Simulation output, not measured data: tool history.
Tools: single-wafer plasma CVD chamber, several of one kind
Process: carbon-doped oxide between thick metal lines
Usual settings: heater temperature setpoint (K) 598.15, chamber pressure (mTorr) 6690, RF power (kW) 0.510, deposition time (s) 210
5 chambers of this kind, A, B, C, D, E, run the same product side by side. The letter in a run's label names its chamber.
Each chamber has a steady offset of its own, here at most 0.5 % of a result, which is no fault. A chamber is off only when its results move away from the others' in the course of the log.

| run | hour | heater temperature setpoint (K) | chamber pressure (mTorr) | RF power (kW) | deposition time (s) | read-back reference wafer on the same gauge, thickness_nm | mean film thickness on the monitor wafer (nm) |
|---|---|---|---|---|---|---|---|
| 1A | 9.1 | 598.15 | 6690 | 0.510 | 210 | 1290.0 | 1188.0 |
| 2E | 17.0 | 598.15 | 6690 | 0.510 | 210 | 1289.4 | 1199.9 |
| 3D | 28.9 | 598.15 | 6690 | 0.510 | 210 | 1289.4 | 1192.2 |
| 4B | 36.9 | 598.15 | 6690 | 0.510 | 210 | 1289.4 | 1195.1 |
|  | 37.8 | chamber C: RF generator calibrated |
| 5C | 47.1 | 598.15 | 6690 | 0.510 | 210 | 1288.8 | 1190.3 |
| 6B | 53.6 | 598.15 | 6690 | 0.510 | 210 | 1289.2 | 1194.2 |
| 7C | 67.3 | 598.15 | 6690 | 0.510 | 210 | 1288.8 | 1188.9 |
| 8D | 80.4 | 598.15 | 6690 | 0.430 | 210 | 1288.5 | 1066.5 |
| 9E | 89.7 | 598.15 | 6690 | 0.430 | 210 | 1288.5 | 1065.8 |
| 10A | 98.2 | 598.15 | 6690 | 0.430 | 210 | 1288.5 | 1061.9 |
| 11C | 107.7 | 598.15 | 6690 | 0.430 | 210 | 1288.1 | 1060.2 |
| 12A | 121.0 | 598.15 | 6690 | 0.430 | 210 | 1287.3 | 1058.5 |
| 13B | 127.6 | 612.15 | 6690 | 0.445 | 210 | 1288.0 | 1041.8 |
| 14D | 138.1 | 612.15 | 6690 | 0.445 | 210 | 1287.2 | 1048.6 |
| 15E | 150.0 | 612.15 | 6690 | 0.445 | 210 | 1287.1 | 1041.6 |
|  | 161.3 | chamber B: RF generator calibrated |
| 16E | 163.3 | 612.15 | 6690 | 0.445 | 210 | 1287.0 | 1042.2 |
|  | 168.0 | chamber D: capacitance manometer re-zeroed and calibrated |
|  | 169.3 | chamber E: capacitance manometer re-zeroed and calibrated |
| 17D | 176.3 | 612.15 | 6690 | 0.445 | 210 | 1286.6 | 1048.2 |
| 18C | 190.4 | 598.15 | 6690 | 0.510 | 210 | 1286.3 | 1186.2 |
| 19A | 199.5 | 598.15 | 6690 | 0.510 | 210 | 1286.2 | 1185.8 |
| 20B | 213.5 | 609.15 | 6690 | 0.605 | 210 | 1286.0 | 1284.1 |
| 21E | 220.5 | 609.15 | 6690 | 0.605 | 210 | 1286.1 | 1278.9 |
| 22D | 228.6 | 609.15 | 6690 | 0.605 | 210 | 1285.8 | 1277.2 |
| 23A | 242.3 | 609.15 | 6690 | 0.605 | 210 | 1285.9 | 1270.7 |
| 24C | 253.5 | 609.15 | 6690 | 0.605 | 210 | 1285.1 | 1268.3 |
|  | 257.2 | chamber E: RF generator calibrated |
| 25B | 265.0 | 598.15 | 6690 | 0.510 | 210 | 1285.0 | 1196.3 |
| 26A | 278.5 | 598.15 | 6690 | 0.510 | 210 | 1285.0 | 1184.5 |
| 27C | 290.4 | 606.15 | 7940 | 0.510 | 210 | 1285.0 | 1166.5 |
| 28D | 300.7 | 606.15 | 7940 | 0.510 | 210 | 1284.6 | 1175.6 |
| 29B | 310.1 | 606.15 | 7940 | 0.510 | 210 | 1283.7 | 1177.1 |
| 30E | 323.6 | 606.15 | 7940 | 0.510 | 210 | 1283.9 | 1175.5 |
| 31D | 333.9 | 606.15 | 7940 | 0.510 | 210 | 1283.8 | 1176.0 |
| 32C | 343.7 | 598.15 | 6690 | 0.510 | 210 | 1283.7 | 1180.8 |
| 33B | 354.7 | 598.15 | 6690 | 0.510 | 210 | 1283.2 | 1189.4 |
| 34A | 364.6 | 586.15 | 6690 | 0.605 | 210 | 1283.2 | 1373.2 |
| 35E | 373.4 | 586.15 | 6690 | 0.605 | 210 | 1283.1 | 1384.2 |

What goes on in this fleet: one chamber off, a drifting gauge, or nothing beyond the chambers' own small offsets? Name the chamber and the cause, if any.

The gauge drifts, so all chambers seem to drift together. No chamber is off.
Cause: gauge reads low (%) = 0.562.
